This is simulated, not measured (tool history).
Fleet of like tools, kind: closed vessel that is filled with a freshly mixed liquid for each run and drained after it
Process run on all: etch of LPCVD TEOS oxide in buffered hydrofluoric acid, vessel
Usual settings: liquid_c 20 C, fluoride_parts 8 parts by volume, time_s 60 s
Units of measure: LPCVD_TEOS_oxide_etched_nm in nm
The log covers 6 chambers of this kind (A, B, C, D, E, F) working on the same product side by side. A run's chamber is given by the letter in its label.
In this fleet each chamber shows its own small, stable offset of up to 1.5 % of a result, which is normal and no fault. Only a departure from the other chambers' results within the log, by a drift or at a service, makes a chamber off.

| run | hour | liquid_c | fluoride_parts | time_s | read-back film thickness of the LPCVD TEOS oxide reference wafer, read on the same gauge (nm) | LPCVD_TEOS_oxide_etched_nm |
|---|---|---|---|---|---|---|
| 1C | 4.2 | 20 | 8 | 60 | 130.00 | 165.65 |
| 2B | 8.0 | 20 | 8 | 60 | 130.02 | 167.57 |
| 3D | 11.5 | 20 | 8 | 60 | 129.97 | 166.07 |
| 4A | 15.0 | 20 | 8 | 60 | 130.04 | 167.50 |
| 5E | 20.5 | 20 | 8 | 60 | 130.00 | 166.52 |
| 6F | 25.6 | 20 | 8 | 60 | 130.00 | 167.66 |
| 7F | 31.5 | 20 | 8 | 60 | 130.01 | 169.54 |
| 8D | 37.3 | 20 | 8 | 60 | 130.01 | 166.44 |
| 9A | 42.1 | 20 | 8 | 60 | 130.04 | 166.74 |
| 10C | 46.3 | 20 | 8 | 60 | 129.97 | 165.35 |
| 11B | 51.6 | 20 | 8 | 60 | 129.99 | 166.32 |
| 12E | 58.1 | 20 | 8 | 60 | 129.99 | 167.26 |
| 13D | 63.2 | 20 | 8 | 60 | 130.03 | 166.67 |
| 14E | 67.1 | 20 | 8 | 60 | 130.00 | 168.56 |
| 15F | 72.5 | 20 | 8 | 60 | 130.01 | 168.35 |
| 16B | 76.7 | 18 | 8 | 50 | 130.04 | 124.92 |
| 17A | 82.8 | 18 | 8 | 50 | 130.00 | 124.88 |
| 18C | 88.3 | 18 | 8 | 50 | 130.01 | 124.29 |
| 19D | 92.6 | 18 | 8 | 50 | 130.00 | 123.80 |
| 20A | 97.1 | 18 | 8 | 50 | 129.97 | 123.97 |
| 21C | 100.6 | 18 | 8 | 50 | 130.01 | 123.46 |
| 22E | 105.1 | 20 | 8 | 60 | 129.99 | 167.63 |
| 23F | 110.1 | 20 | 8 | 60 | 129.98 | 169.05 |
| 24B | 116.0 | 20 | 8 | 60 | 130.03 | 162.95 |
| 25C | 119.9 | 20 | 8 | 60 | 130.01 | 165.96 |
| 26F | 123.1 | 20 | 8 | 60 | 130.00 | 169.14 |
| 27A | 128.6 | 20 | 8 | 60 | 129.97 | 166.99 |
| 28D | 134.8 | 20 | 8 | 60 | 130.03 | 166.85 |
|  | 135.1 | chamber F: thermometer replaced |
| 29E | 139.2 | 20 | 8 | 60 | 130.00 | 167.89 |
| 30B | 144.6 | 20 | 8 | 60 | 130.02 | 162.39 |
| 31E | 151.1 | 20 | 8 | 60 | 130.01 | 167.56 |
| 32C | 154.5 | 20 | 8 | 60 | 130.02 | 166.10 |
| 33B | 161.2 | 20 | 8 | 60 | 129.99 | 159.92 |
| 34F | 165.6 | 20 | 8 | 60 | 129.97 | 168.14 |
| 35A | 172.7 | 20 | 8 | 60 | 129.99 | 165.64 |
| 36D | 179.7 | 20 | 8 | 60 | 129.98 | 165.14 |

All chambers now run identical settings, listed one chamber a line with results as question marks. What results will each chamber show?
| 37A | 184.8 | 17 | 8 | 60 |  | ? |
| 37B | 184.8 | 17 | 8 | 60 |  | ? |
| 37C | 184.8 | 17 | 8 | 60 |  | ? |
| 37D | 184.8 | 17 | 8 | 60 |  | ? |
| 37E | 184.8 | 17 | 8 | 60 |  | ? |
| 37F | 184.8 | 17 | 8 | 60 |  | ? |

| run | LPCVD_TEOS_oxide_etched_nm |
|---|---|
| 37A | 140.55 |
| 37B | 133.77 |
| 37C | 139.89 |
| 37D | 139.64 |
| 37E | 140.57 |
| 37F | 142.80 |
